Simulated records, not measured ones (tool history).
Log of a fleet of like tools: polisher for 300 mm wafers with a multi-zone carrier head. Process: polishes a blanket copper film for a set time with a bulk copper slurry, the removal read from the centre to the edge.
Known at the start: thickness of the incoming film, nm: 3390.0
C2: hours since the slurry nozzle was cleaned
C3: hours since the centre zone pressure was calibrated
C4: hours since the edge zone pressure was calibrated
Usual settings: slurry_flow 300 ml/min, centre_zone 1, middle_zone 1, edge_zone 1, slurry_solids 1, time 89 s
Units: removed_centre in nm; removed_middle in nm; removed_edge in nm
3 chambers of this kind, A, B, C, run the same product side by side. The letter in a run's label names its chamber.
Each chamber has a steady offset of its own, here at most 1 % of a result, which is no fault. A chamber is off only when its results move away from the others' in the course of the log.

{"run": "1B", "hour": 4.2, "slurry_flow": 300, "centre_zone": 1, "middle_zone": 1, "edge_zone": 1, "slurry_solids": 1, "time": 89, "wafers polished on this pad": 543, "C2": 28.1, "C3": 44.8, "C4": 1011.8, "removed_centre": 997.06, "removed_middle": 1008.8, "removed_edge": 990.47}
{"hour": 6.5, "done": "chamber C: edge zone pressure recalibrated"}
{"run": "2A", "hour": 9.8, "slurry_flow": 300, "centre_zone": 1, "middle_zone": 1, "edge_zone": 1, "slurry_solids": 1, "time": 89, "wafers polished on this pad": 190, "C2": 230.8, "C3": 574.8, "C4": 442.9, "removed_centre": 1014.8, "removed_middle": 1010.4, "removed_edge": 1024.9}
{"run": "3C", "hour": 13.9, "slurry_flow": 300, "centre_zone": 1, "middle_zone": 1, "edge_zone": 1, "slurry_solids": 1, "time": 89, "wafers polished on this pad": 528, "C2": 46.1, "C3": 607.5, "C4": 7.4, "removed_centre": 995.92, "removed_middle": 1000.5, "removed_edge": 1030.4}
{"hour": 16.6, "done": "chamber C: centre zone pressure recalibrated"}
{"hour": 19.6, "done": "chamber A: centre zone pressure recalibrated"}
{"run": "4A", "hour": 19.7, "slurry_flow": 300, "centre_zone": 1, "middle_zone": 1, "edge_zone": 1, "slurry_solids": 1, "time": 89, "wafers polished on this pad": 289, "C2": 240.7, "C3": 0.2, "C4": 452.8, "removed_centre": 1006.1, "removed_middle": 1007, "removed_edge": 985.8}
{"run": "5B", "hour": 25.6, "slurry_flow": 300, "centre_zone": 1, "middle_zone": 1, "edge_zone": 1, "slurry_solids": 1, "time": 89, "wafers polished on this pad": 757, "C2": 49.5, "C3": 66.2, "C4": 1033.2, "removed_centre": 997.02, "removed_middle": 1010.6, "removed_edge": 1008.5}
{"run": "6C", "hour": 30.6, "slurry_flow": 300, "centre_zone": 1, "middle_zone": 1, "edge_zone": 1, "slurry_solids": 1, "time": 89, "wafers polished on this pad": 695, "C2": 62.8, "C3": 14.1, "C4": 24.1, "removed_centre": 1004.4, "removed_middle": 990.46, "removed_edge": 1018.1}
{"run": "7B", "hour": 34.8, "slurry_flow": 300, "centre_zone": 1, "middle_zone": 1.05, "edge_zone": 1, "slurry_solids": 1, "time": 89, "wafers polished on this pad": 849, "C2": 58.7, "C3": 75.4, "C4": 1042.4, "removed_centre": 1001.9, "removed_middle": 1068.5, "removed_edge": 1017.5}
{"run": "8A", "hour": 38.3, "slurry_flow": 300, "centre_zone": 1, "middle_zone": 1.05, "edge_zone": 1, "slurry_solids": 1, "time": 89, "wafers polished on this pad": 475, "C2": 259.3, "C3": 18.8, "C4": 471.4, "removed_centre": 1006.2, "removed_middle": 1066.5, "removed_edge": 996.97}
{"run": "9C", "hour": 43.4, "slurry_flow": 300, "centre_zone": 1, "middle_zone": 1.05, "edge_zone": 1, "slurry_solids": 1, "time": 89, "wafers polished on this pad": 823, "C2": 75.6, "C3": 26.9, "C4": 36.9, "removed_centre": 1003.5, "removed_middle": 1042.8, "removed_edge": 1007.9}
{"run": "10C", "hour": 47.7, "slurry_flow": 300, "centre_zone": 1, "middle_zone": 1, "edge_zone": 1, "slurry_solids": 1, "time": 89, "wafers polished on this pad": 866, "C2": 79.9, "C3": 31.2, "C4": 41.2, "removed_centre": 992.64, "removed_middle": 1009.4, "removed_edge": 1011.4}
{"run": "11A", "hour": 53.3, "slurry_flow": 300, "centre_zone": 1, "middle_zone": 1, "edge_zone": 1, "slurry_solids": 1, "time": 89, "wafers polished on this pad": 625, "C2": 274.3, "C3": 33.8, "C4": 486.4, "removed_centre": 1002.5, "removed_middle": 1007.5, "removed_edge": 1002.6}
{"hour": 53.4, "done": "chamber A: worn pad replaced by a new one"}
{"run": "12B", "hour": 56.1, "slurry_flow": 300, "centre_zone": 1, "middle_zone": 1, "edge_zone": 1, "slurry_solids": 1, "time": 89, "wafers polished on this pad": 1062, "C2": 80, "C3": 96.7, "C4": 1063.7, "removed_centre": 1004.7, "removed_middle": 1009.2, "removed_edge": 991.69}
{"run": "13B", "hour": 59.9, "slurry_flow": 300, "centre_zone": 1, "middle_zone": 1, "edge_zone": 1, "slurry_solids": 1, "time": 89, "wafers polished on this pad": 1100, "C2": 83.8, "C3": 100.5, "C4": 1067.5, "removed_centre": 1016.5, "removed_middle": 1017.9, "removed_edge": 1004.6}
{"hour": 64.5, "done": "chamber B: worn pad replaced by a new one"}
{"run": "14A", "hour": 65.8, "slurry_flow": 300, "centre_zone": 1, "middle_zone": 1, "edge_zone": 1, "slurry_solids": 1, "time": 89, "wafers polished on this pad": 124, "C2": 286.8, "C3": 46.3, "C4": 498.9, "removed_centre": 1015.9, "removed_middle": 1011.4, "removed_edge": 1030}
{"run": "15C", "hour": 71.4, "slurry_flow": 300, "centre_zone": 1, "middle_zone": 1, "edge_zone": 1, "slurry_solids": 1, "time": 89, "wafers polished on this pad": 1103, "C2": 103.6, "C3": 54.9, "C4": 64.9, "removed_centre": 1002.5, "removed_middle": 985.8, "removed_edge": 998.29}
{"run": "16C", "hour": 77.0, "slurry_flow": 300, "centre_zone": 1, "middle_zone": 1, "edge_zone": 1, "slurry_solids": 1, "time": 89, "wafers polished on this pad": 1159, "C2": 109.2, "C3": 60.5, "C4": 70.5, "removed_centre": 990.12, "removed_middle": 990.74, "removed_edge": 1006.9}
{"hour": 81.5, "done": "chamber C: worn pad replaced by a new one"}
{"run": "17A", "hour": 82.4, "slurry_flow": 300, "centre_zone": 1, "middle_zone": 1, "edge_zone": 1, "slurry_solids": 1, "time": 89, "wafers polished on this pad": 290, "C2": 303.4, "C3": 62.9, "C4": 515.5, "removed_centre": 1014.8, "removed_middle": 1001.7, "removed_edge": 986.29}
{"run": "18B", "hour": 86.7, "slurry_flow": 300, "centre_zone": 1, "middle_zone": 1, "edge_zone": 1, "slurry_solids": 1, "time": 72, "wafers polished on this pad": 223, "C2": 110.6, "C3": 127.3, "C4": 1094.3, "removed_centre": 812.7, "removed_middle": 813.84, "removed_edge": 826.94}
{"run": "19A", "hour": 90.5, "slurry_flow": 300, "centre_zone": 1, "middle_zone": 1, "edge_zone": 1, "slurry_solids": 1, "time": 72, "wafers polished on this pad": 371, "C2": 311.5, "C3": 71, "C4": 523.6, "removed_centre": 823.87, "removed_middle": 801.57, "removed_edge": 800.32}
{"run": "20B", "hour": 93.7, "slurry_flow": 300, "centre_zone": 1, "middle_zone": 1, "edge_zone": 1, "slurry_solids": 1, "time": 72, "wafers polished on this pad": 293, "C2": 117.6, "C3": 134.3, "C4": 1101.3, "removed_centre": 810.07, "removed_middle": 808.32, "removed_edge": 810.64}
{"run": "21C", "hour": 96.7, "slurry_flow": 300, "centre_zone": 1, "middle_zone": 1, "edge_zone": 1, "slurry_solids": 1, "time": 89, "wafers polished on this pad": 152, "C2": 128.9, "C3": 80.2, "C4": 90.2, "removed_centre": 1007.3, "removed_middle": 1001.9, "removed_edge": 1025.1}
{"run": "22C", "hour": 101.7, "slurry_flow": 300, "centre_zone": 1, "middle_zone": 1, "edge_zone": 1, "slurry_solids": 1, "time": 89, "wafers polished on this pad": 202, "C2": 133.9, "C3": 85.2, "C4": 95.2, "removed_centre": 996.87, "removed_middle": 1009.4, "removed_edge": 1004.8}
{"run": "23A", "hour": 106.2, "slurry_flow": 300, "centre_zone": 1, "middle_zone": 1, "edge_zone": 1, "slurry_solids": 1, "time": 89, "wafers polished on this pad": 528, "C2": 327.2, "C3": 86.7, "C4": 539.3, "removed_centre": 1015.5, "removed_middle": 1002.6, "removed_edge": 997.01}
{"run": "24B", "hour": 110.2, "slurry_flow": 300, "centre_zone": 1, "middle_zone": 1, "edge_zone": 1, "slurry_solids": 1, "time": 89, "wafers polished on this pad": 458, "C2": 134.1, "C3": 150.8, "C4": 1117.8, "removed_centre": 998.15, "removed_middle": 1019, "removed_edge": 1021.9}
{"run": "25A", "hour": 113.3, "slurry_flow": 300, "centre_zone": 1, "middle_zone": 1, "edge_zone": 1, "slurry_solids": 1, "time": 89, "wafers polished on this pad": 599, "C2": 334.3, "C3": 93.8, "C4": 546.4, "removed_centre": 1012, "removed_middle": 1021.6, "removed_edge": 1018.3}
{"run": "26C", "hour": 118.9, "slurry_flow": 300, "centre_zone": 1, "middle_zone": 1, "edge_zone": 1, "slurry_solids": 1, "time": 89, "wafers polished on this pad": 374, "C2": 151.1, "C3": 102.4, "C4": 112.4, "removed_centre": 1019.5, "removed_middle": 1018.2, "removed_edge": 1011.8}
{"run": "27B", "hour": 122.9, "slurry_flow": 300, "centre_zone": 1, "middle_zone": 1, "edge_zone": 1, "slurry_solids": 1, "time": 89, "wafers polished on this pad": 585, "C2": 146.8, "C3": 163.5, "C4": 1130.5, "removed_centre": 1001.3, "removed_middle": 1006.2, "removed_edge": 999.47}
{"hour": 125.0, "done": "chamber A: worn pad replaced by a new one"}
{"run": "28A", "hour": 128.6, "slurry_flow": 215, "centre_zone": 1.05, "middle_zone": 1, "edge_zone": 1, "slurry_solids": 1, "time": 89, "wafers polished on this pad": 36, "C2": 349.6, "C3": 109.1, "C4": 561.7, "removed_centre": 1021.1, "removed_middle": 962.14, "removed_edge": 991.64}
{"run": "29B", "hour": 132.6, "slurry_flow": 215, "centre_zone": 1.05, "middle_zone": 1, "edge_zone": 1, "slurry_solids": 1, "time": 89, "wafers polished on this pad": 682, "C2": 156.5, "C3": 173.2, "C4": 1140.2, "removed_centre": 1022, "removed_middle": 976.58, "removed_edge": 983.41}
{"run": "30C", "hour": 136.5, "slurry_flow": 215, "centre_zone": 1.05, "middle_zone": 1, "edge_zone": 1, "slurry_solids": 1, "time": 89, "wafers polished on this pad": 550, "C2": 168.7, "C3": 120, "C4": 130, "removed_centre": 1014, "removed_middle": 956.98, "removed_edge": 974.51}
{"run": "31C", "hour": 139.3, "slurry_flow": 300, "centre_zone": 1, "middle_zone": 1, "edge_zone": 1, "slurry_solids": 1, "time": 89, "wafers polished on this pad": 578, "C2": 171.5, "C3": 122.8, "C4": 132.8, "removed_centre": 1007.1, "removed_middle": 1008.6, "removed_edge": 1020}
{"run": "32A", "hour": 144.7, "slurry_flow": 300, "centre_zone": 1, "middle_zone": 1, "edge_zone": 1, "slurry_solids": 1, "time": 107, "wafers polished on this pad": 197, "C2": 365.7, "C3": 125.2, "C4": 577.8, "removed_centre": 1220.9, "removed_middle": 1213.4, "removed_edge": 1217.6}
{"run": "33B", "hour": 150.1, "slurry_flow": 300, "centre_zone": 1, "middle_zone": 1, "edge_zone": 1, "slurry_solids": 1, "time": 107, "wafers polished on this pad": 857, "C2": 174, "C3": 190.7, "C4": 1157.7, "removed_centre": 1195, "removed_middle": 1185.1, "removed_edge": 1233.4}

What goes on in this fleet: one chamber off, a drifting gauge, or nothing beyond the chambers' own small offsets? Name the chamber and the cause, if any.

No chamber stands off beyond its own small offset, and the gauge holds steady.
